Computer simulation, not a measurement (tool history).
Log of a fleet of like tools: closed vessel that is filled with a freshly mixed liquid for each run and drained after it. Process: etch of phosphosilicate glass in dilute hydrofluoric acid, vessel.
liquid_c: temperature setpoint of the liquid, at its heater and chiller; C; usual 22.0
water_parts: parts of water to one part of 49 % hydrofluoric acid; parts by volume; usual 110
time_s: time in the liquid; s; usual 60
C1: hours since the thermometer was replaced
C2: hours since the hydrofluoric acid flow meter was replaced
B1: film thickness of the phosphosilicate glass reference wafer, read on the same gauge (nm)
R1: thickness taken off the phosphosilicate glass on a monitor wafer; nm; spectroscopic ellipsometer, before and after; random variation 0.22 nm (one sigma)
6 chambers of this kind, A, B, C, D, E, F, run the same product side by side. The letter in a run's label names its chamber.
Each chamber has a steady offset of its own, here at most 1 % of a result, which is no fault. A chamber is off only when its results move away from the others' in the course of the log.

{"run": "1E", "hour": 9.0, "liquid_c": 22.0, "water_parts": 110, "time_s": 60, "C1": 808.2, "C2": 1365.9, "B1": 50.018, "R1": 30.3}
{"run": "2C", "hour": 17.7, "liquid_c": 22.0, "water_parts": 110, "time_s": 60, "C1": 738.4, "C2": 635.9, "B1": 50.009, "R1": 29.647}
{"run": "3D", "hour": 24.5, "liquid_c": 22.0, "water_parts": 110, "time_s": 60, "C1": 1256.3, "C2": 963.5, "B1": 49.972, "R1": 30.808}
{"run": "4A", "hour": 31.9, "liquid_c": 22.0, "water_parts": 110, "time_s": 60, "C1": 1656.6, "C2": 901.6, "B1": 50.0, "R1": 30.198}
{"run": "5F", "hour": 43.4, "liquid_c": 22.0, "water_parts": 110, "time_s": 60, "C1": 303.5, "C2": 531.0, "B1": 50.006, "R1": 30.083}
{"run": "6B", "hour": 50.7, "liquid_c": 22.0, "water_parts": 110, "time_s": 60, "C1": 555.3, "C2": 335.7, "B1": 49.999, "R1": 30.029}
{"run": "7F", "hour": 58.0, "liquid_c": 22.0, "water_parts": 110, "time_s": 60, "C1": 318.1, "C2": 545.6, "B1": 49.999, "R1": 30.191}
{"run": "8B", "hour": 66.0, "liquid_c": 19.0, "water_parts": 110, "time_s": 70, "C1": 570.6, "C2": 351.0, "B1": 50.005, "R1": 31.371}
{"run": "9E", "hour": 76.6, "liquid_c": 19.0, "water_parts": 110, "time_s": 70, "C1": 875.8, "C2": 1433.5, "B1": 50.002, "R1": 30.973}
{"run": "10A", "hour": 83.5, "liquid_c": 19.0, "water_parts": 110, "time_s": 70, "C1": 1708.2, "C2": 953.2, "B1": 49.965, "R1": 31.484}
{"run": "11C", "hour": 91.6, "liquid_c": 19.0, "water_parts": 110, "time_s": 70, "C1": 812.3, "C2": 709.8, "B1": 49.989, "R1": 31.043}
{"run": "12D", "hour": 101.1, "liquid_c": 19.0, "water_parts": 110, "time_s": 70, "C1": 1332.9, "C2": 1040.1, "B1": 50.015, "R1": 31.062}
{"run": "13C", "hour": 107.5, "liquid_c": 19.0, "water_parts": 110, "time_s": 70, "C1": 828.2, "C2": 725.7, "B1": 50.022, "R1": 30.993}
{"hour": 108.8, "done": "chamber C: hydrofluoric acid flow meter replaced"}
{"run": "14E", "hour": 115.7, "liquid_c": 22.0, "water_parts": 110, "time_s": 60, "C1": 914.9, "C2": 1472.6, "B1": 50.005, "R1": 30.145}
{"hour": 121.7, "done": "chamber F: hydrofluoric acid flow meter replaced"}
{"run": "15D", "hour": 123.5, "liquid_c": 22.0, "water_parts": 110, "time_s": 60, "C1": 1355.3, "C2": 1062.5, "B1": 50.014, "R1": 30.304}
{"run": "16A", "hour": 134.7, "liquid_c": 22.0, "water_parts": 110, "time_s": 60, "C1": 1759.4, "C2": 1004.4, "B1": 50.011, "R1": 31.124}
{"run": "17F", "hour": 142.5, "liquid_c": 22.0, "water_parts": 110, "time_s": 60, "C1": 402.6, "C2": 20.9, "B1": 49.989, "R1": 29.883}
{"run": "18B", "hour": 149.3, "liquid_c": 22.0, "water_parts": 110, "time_s": 60, "C1": 653.9, "C2": 434.3, "B1": 50.048, "R1": 30.496}
{"hour": 150.6, "done": "chamber E: hydrofluoric acid flow meter replaced"}
{"run": "19A", "hour": 155.2, "liquid_c": 22.0, "water_parts": 110, "time_s": 60, "C1": 1779.9, "C2": 1024.9, "B1": 50.012, "R1": 31.001}
{"run": "20D", "hour": 162.3, "liquid_c": 22.0, "water_parts": 110, "time_s": 60, "C1": 1394.1, "C2": 1101.3, "B1": 49.999, "R1": 30.847}
{"run": "21B", "hour": 169.7, "liquid_c": 22.0, "water_parts": 110, "time_s": 60, "C1": 674.3, "C2": 454.7, "B1": 49.993, "R1": 30.284}
{"run": "22F", "hour": 175.4, "liquid_c": 22.0, "water_parts": 110, "time_s": 60, "C1": 435.5, "C2": 53.8, "B1": 50.014, "R1": 29.793}
{"run": "23C", "hour": 186.0, "liquid_c": 25.5, "water_parts": 110, "time_s": 30, "C1": 906.7, "C2": 77.2, "B1": 50.005, "R1": 17.2}
{"run": "24E", "hour": 192.4, "liquid_c": 25.5, "water_parts": 110, "time_s": 30, "C1": 991.6, "C2": 41.9, "B1": 49.999, "R1": 17.256}
{"hour": 201.7, "done": "chamber B: thermometer replaced"}
{"run": "25B", "hour": 204.6, "liquid_c": 25.5, "water_parts": 110, "time_s": 30, "C1": 3.0, "C2": 489.6, "B1": 49.976, "R1": 17.322}
{"run": "26E", "hour": 212.7, "liquid_c": 25.5, "water_parts": 110, "time_s": 30, "C1": 1011.9, "C2": 62.2, "B1": 49.98, "R1": 17.042}
{"run": "27A", "hour": 218.4, "liquid_c": 25.5, "water_parts": 110, "time_s": 30, "C1": 1843.1, "C2": 1088.1, "B1": 50.01, "R1": 18.157}
{"run": "28F", "hour": 227.3, "liquid_c": 25.5, "water_parts": 110, "time_s": 30, "C1": 487.4, "C2": 105.7, "B1": 49.965, "R1": 17.207}
{"run": "29D", "hour": 232.7, "liquid_c": 22.0, "water_parts": 110, "time_s": 60, "C1": 1464.5, "C2": 1171.7, "B1": 50.014, "R1": 30.179}
{"run": "30C", "hour": 242.9, "liquid_c": 22.0, "water_parts": 110, "time_s": 60, "C1": 963.6, "C2": 134.1, "B1": 50.001, "R1": 30.047}
{"run": "31E", "hour": 253.3, "liquid_c": 22.0, "water_parts": 110, "time_s": 60, "C1": 1052.5, "C2": 102.8, "B1": 50.01, "R1": 30.1}
{"run": "32B", "hour": 263.8, "liquid_c": 22.0, "water_parts": 110, "time_s": 35, "C1": 62.2, "C2": 548.8, "B1": 50.009, "R1": 17.672}
{"run": "33F", "hour": 273.1, "liquid_c": 22.0, "water_parts": 110, "time_s": 35, "C1": 533.2, "C2": 151.5, "B1": 49.994, "R1": 17.419}
{"run": "34D", "hour": 284.5, "liquid_c": 22.0, "water_parts": 110, "time_s": 35, "C1": 1516.3, "C2": 1223.5, "B1": 49.98, "R1": 17.549}
{"run": "35C", "hour": 289.9, "liquid_c": 22.0, "water_parts": 110, "time_s": 35, "C1": 1010.6, "C2": 181.1, "B1": 49.988, "R1": 17.549}
{"run": "36A", "hour": 298.5, "liquid_c": 22.0, "water_parts": 110, "time_s": 35, "C1": 1923.2, "C2": 1168.2, "B1": 50.004, "R1": 18.702}
{"run": "37A", "hour": 310.0, "liquid_c": 22.0, "water_parts": 110, "time_s": 35, "C1": 1934.7, "C2": 1179.7, "B1": 50.014, "R1": 18.714}
{"run": "38E", "hour": 320.6, "liquid_c": 22.0, "water_parts": 110, "time_s": 60, "C1": 1119.8, "C2": 170.1, "B1": 49.999, "R1": 29.746}
{"run": "39B", "hour": 329.7, "liquid_c": 22.0, "water_parts": 110, "time_s": 60, "C1": 128.1, "C2": 614.7, "B1": 50.002, "R1": 30.258}
{"run": "40F", "hour": 340.7, "liquid_c": 22.0, "water_parts": 110, "time_s": 60, "C1": 600.8, "C2": 219.1, "B1": 50.014, "R1": 29.917}
{"run": "41D", "hour": 346.6, "liquid_c": 22.0, "water_parts": 110, "time_s": 60, "C1": 1578.4, "C2": 1285.6, "B1": 49.993, "R1": 30.685}
{"run": "42C", "hour": 356.8, "liquid_c": 22.0, "water_parts": 110, "time_s": 60, "C1": 1077.5, "C2": 248.0, "B1": 49.98, "R1": 29.762}

Next, every chamber runs the same settings. What will each give?
{"run": "43A", "hour": 365.6, "liquid_c": 22.0, "water_parts": 110, "time_s": 60, "R1": "?"}
{"run": "43B", "hour": 365.6, "liquid_c": 22.0, "water_parts": 110, "time_s": 60, "R1": "?"}
{"run": "43C", "hour": 365.6, "liquid_c": 22.0, "water_parts": 110, "time_s": 60, "R1": "?"}
{"run": "43D", "hour": 365.6, "liquid_c": 22.0, "water_parts": 110, "time_s": 60, "R1": "?"}
{"run": "43E", "hour": 365.6, "liquid_c": 22.0, "water_parts": 110, "time_s": 60, "R1": "?"}
{"run": "43F", "hour": 365.6, "liquid_c": 22.0, "water_parts": 110, "time_s": 60, "R1": "?"}

run=43A R1=32.443
run=43B R1=30.415
run=43C R1=29.943
run=43D R1=30.903
run=43E R1=29.763
run=43F R1=29.887
